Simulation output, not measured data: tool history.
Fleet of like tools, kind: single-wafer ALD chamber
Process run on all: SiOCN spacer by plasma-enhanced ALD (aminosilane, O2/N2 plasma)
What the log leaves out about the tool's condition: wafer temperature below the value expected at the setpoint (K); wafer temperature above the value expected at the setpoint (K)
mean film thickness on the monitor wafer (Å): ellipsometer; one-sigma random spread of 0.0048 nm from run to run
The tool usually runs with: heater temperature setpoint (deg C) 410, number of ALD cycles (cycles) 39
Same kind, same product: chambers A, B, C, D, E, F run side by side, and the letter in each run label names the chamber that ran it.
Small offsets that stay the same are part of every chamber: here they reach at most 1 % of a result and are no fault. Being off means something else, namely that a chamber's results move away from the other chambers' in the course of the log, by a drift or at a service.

run,hour,heater temperature setpoint (deg C),number of ALD cycles (cycles),hours since the last thermocouple change,"read-back reference wafer on the same gauge, thickness_nm",mean film thickness on the monitor wafer (Å)
1F,8.7,410,39,921.3,2.7114,22.869
2D,18.1,410,39,464.4,2.7092,22.844
# hour 19.2: chamber B: thermocouple changed; heater temperature recalibrated
3C,28.1,410,39,613.5,2.7092,22.804
4A,38.1,410,39,126.1,2.7096,23.072
5E,46.1,415,46,1717.6,2.7099,26.677
6B,54.8,415,46,35.7,2.7092,26.400
7D,61.4,415,46,507.7,2.7099,26.510
8C,70.5,415,46,655.9,2.7103,26.559
9A,79.5,415,46,167.5,2.7107,26.794
10F,84.4,415,46,997.0,2.7094,26.660
11E,93.7,410,39,1765.2,2.7092,22.933
12B,102.2,410,39,83.1,2.7093,22.693
13B,109.6,410,39,90.5,2.7105,22.663
14C,119.3,410,39,704.7,2.7115,22.863
15A,130.2,410,39,218.2,2.7098,23.058
16D,138.3,410,39,584.6,2.7104,22.820
17F,143.1,410,39,1055.7,2.7086,22.942
18E,148.1,410,39,1819.6,2.7102,22.899
19E,159.1,410,39,1830.6,2.7107,22.944
20B,165.1,410,39,146.0,2.7094,22.741
21F,171.8,410,39,1084.4,2.7109,22.935
22A,179.2,410,39,267.2,2.7105,23.072
23C,186.1,410,39,771.5,2.7106,22.722
24D,196.0,410,39,642.3,2.7106,22.794
25D,200.8,410,39,647.1,2.7103,22.858
26C,206.7,410,39,792.1,2.7097,22.787
27E,217.1,410,39,1888.6,2.7107,22.891
28B,224.7,410,39,205.6,2.7094,22.677
29F,235.1,410,46,1147.7,2.7090,26.987
30A,244.5,410,46,332.5,2.7097,27.041
31A,251.7,410,46,339.7,2.7111,27.286
32F,260.7,410,46,1173.3,2.7098,27.013
33E,265.7,410,46,1937.2,2.7106,27.047
34B,276.0,410,46,256.9,2.7089,26.789
35C,283.8,410,39,869.2,2.7094,22.848
36D,289.6,410,39,735.9,2.7099,22.929
37F,297.4,410,39,1210.0,2.7096,22.965

The same settings go to every chamber for the next run, one line per chamber below. Forecast the results for each:
38A,305.3,401,39,,,?
38B,305.3,401,39,,,?
38C,305.3,401,39,,,?
38D,305.3,401,39,,,?
38E,305.3,401,39,,,?
38F,305.3,401,39,,,?

run,mean film thickness on the monitor wafer (Å)
38A,23.671
38B,23.306
38C,23.573
38D,23.491
38E,23.564
38F,23.535
